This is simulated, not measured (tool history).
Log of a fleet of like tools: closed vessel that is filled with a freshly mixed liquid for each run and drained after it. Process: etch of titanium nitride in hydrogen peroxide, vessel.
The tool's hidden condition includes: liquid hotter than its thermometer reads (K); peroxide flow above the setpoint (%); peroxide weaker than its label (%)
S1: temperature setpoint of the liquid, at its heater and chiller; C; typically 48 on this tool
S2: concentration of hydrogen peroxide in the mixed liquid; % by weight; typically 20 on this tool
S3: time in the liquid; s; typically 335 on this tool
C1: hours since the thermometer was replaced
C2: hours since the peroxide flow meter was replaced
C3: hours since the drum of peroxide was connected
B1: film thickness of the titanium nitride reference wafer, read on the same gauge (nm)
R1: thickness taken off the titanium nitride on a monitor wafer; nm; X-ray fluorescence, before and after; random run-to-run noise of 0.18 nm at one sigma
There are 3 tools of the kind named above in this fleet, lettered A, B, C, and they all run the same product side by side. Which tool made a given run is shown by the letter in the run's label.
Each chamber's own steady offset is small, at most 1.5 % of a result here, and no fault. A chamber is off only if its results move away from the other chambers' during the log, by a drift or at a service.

run 1C day=0.138 | S1=48 S2=20 S3=335 | C1=1529.8 C2=347.5 C3=517.7 | B1=79.981 | R1=24.096
run 2A day=0.246 | S1=48 S2=20 S3=335 | C1=52.9 C2=485.4 C3=65.6 | B1=79.978 | R1=24.113
run 3B day=0.438 | S1=48 S2=20 S3=335 | C1=403.4 C2=50.9 C3=275.4 | B1=80.04 | R1=23.97
run 4B day=0.558 | S1=48 S2=20 S3=335 | C1=406.3 C2=53.8 C3=278.3 | B1=80.024 | R1=24.005
run 5A day=0.667 | S1=48 S2=20 S3=335 | C1=63 C2=495.5 C3=75.7 | B1=80.021 | R1=24.221
run 6C day=0.85 | S1=48 S2=20 S3=335 | C1=1546.9 C2=364.6 C3=534.8 | B1=79.994 | R1=24.232
run 7B day=0.967 | S1=48 S2=20 S3=260 | C1=416.1 C2=63.6 C3=288.1 | B1=80.002 | R1=18.654
run 8C day=1.138 | S1=48 S2=20 S3=260 | C1=1553.8 C2=371.5 C3=541.7 | B1=80.018 | R1=19.049
run 9A day=1.3 | S1=48 S2=20 S3=260 | C1=78.2 C2=510.7 C3=90.9 | B1=80.01 | R1=18.815
run 10C day=1.492 | S1=48 S2=20 S3=335 | C1=1562.3 C2=380 C3=550.2 | B1=79.954 | R1=24.711
run 11B day=1.642 | S1=48 S2=24 S3=230 | C1=432.3 C2=79.8 C3=304.3 | B1=80.023 | R1=17.039
run 12A day=1.733 | S1=48 S2=24 S3=230 | C1=88.6 C2=521.1 C3=101.3 | B1=79.985 | R1=17.187
run 13C day=1.842 | S1=48 S2=24 S3=230 | C1=1570.7 C2=388.4 C3=558.6 | B1=80.005 | R1=17.866
run 14A day=2 | S1=48 S2=20 S3=335 | C1=95 C2=527.5 C3=107.7 | B1=80.006 | R1=24.155
run 15B day=2.158 | S1=48 S2=20 S3=335 | C1=444.7 C2=92.2 C3=316.7 | B1=79.999 | R1=23.954
-- day=2.167 chamber B: new drum of peroxide connected
run 16A day=2.346 | S1=48 S2=20 S3=335 | C1=103.3 C2=535.8 C3=116 | B1=79.992 | R1=24.014
run 17B day=2.467 | S1=48 S2=20 S3=335 | C1=452.1 C2=99.6 C3=7.3 | B1=80.008 | R1=23.975
run 18C day=2.629 | S1=48 S2=20 S3=335 | C1=1589.6 C2=407.3 C3=577.5 | B1=80.001 | R1=25.609
run 19C day=2.746 | S1=48 S2=20 S3=335 | C1=1592.4 C2=410.1 C3=580.3 | B1=80.031 | R1=25.552
run 20A day=2.858 | S1=48 S2=20 S3=335 | C1=115.6 C2=548.1 C3=128.3 | B1=79.963 | R1=24.4
run 21B day=3.058 | S1=48 S2=20 S3=335 | C1=466.3 C2=113.8 C3=21.5 | B1=80.007 | R1=23.995
run 22A day=3.167 | S1=48 S2=20 S3=335 | C1=123 C2=555.5 C3=135.7 | B1=80.015 | R1=24.012
run 23B day=3.342 | S1=48 S2=20 S3=335 | C1=473.1 C2=120.6 C3=28.3 | B1=79.957 | R1=23.854
run 24C day=3.546 | S1=48 S2=20 S3=335 | C1=1611.6 C2=429.3 C3=599.5 | B1=80.015 | R1=26.587
run 25B day=3.721 | S1=48 S2=20 S3=335 | C1=482.2 C2=129.7 C3=37.4 | B1=80.02 | R1=24.021
run 26A day=3.833 | S1=48 S2=20 S3=335 | C1=139 C2=571.5 C3=151.7 | B1=80.017 | R1=24.244

Does one chamber stand apart from the rest, does the shared gauge drift, or is all well apart from small per-chamber offsets? Give the chamber and the most likely cause, where there is one.

Little by little, chamber C moves away from the other chambers.
What lies behind it: liquid hotter than its thermometer reads (K) = 1.36.

Which of the 4 candidates below, each the usual settings with something changed and its results left as question marks, puts chamber C back in line with what the other chambers give on the usual settings?
Allowed miss from the other chambers' usual-settings mean, per result, to count as in line: R1 0.63 nm
run 27C-1 day=3.979 | S1=47 S2=20 S3=320 | R1=?
run 27C-2 day=3.979 | S1=48 S2=20 S3=405 | R1=?
run 27C-3 day=3.979 | S1=48 S2=20 S3=275 | R1=?
run 27C-4 day=3.979 | S1=49 S2=20 S3=350 | R1=?

The other chambers' mean on the usual settings: R1 24.027 nm
run=27C-1 R1=23.897
run=27C-2 R1=32.526
run=27C-3 R1=22.086
run=27C-4 R1=30.217
27C-1 is the one that brings the chamber's results back in line with the other chambers.

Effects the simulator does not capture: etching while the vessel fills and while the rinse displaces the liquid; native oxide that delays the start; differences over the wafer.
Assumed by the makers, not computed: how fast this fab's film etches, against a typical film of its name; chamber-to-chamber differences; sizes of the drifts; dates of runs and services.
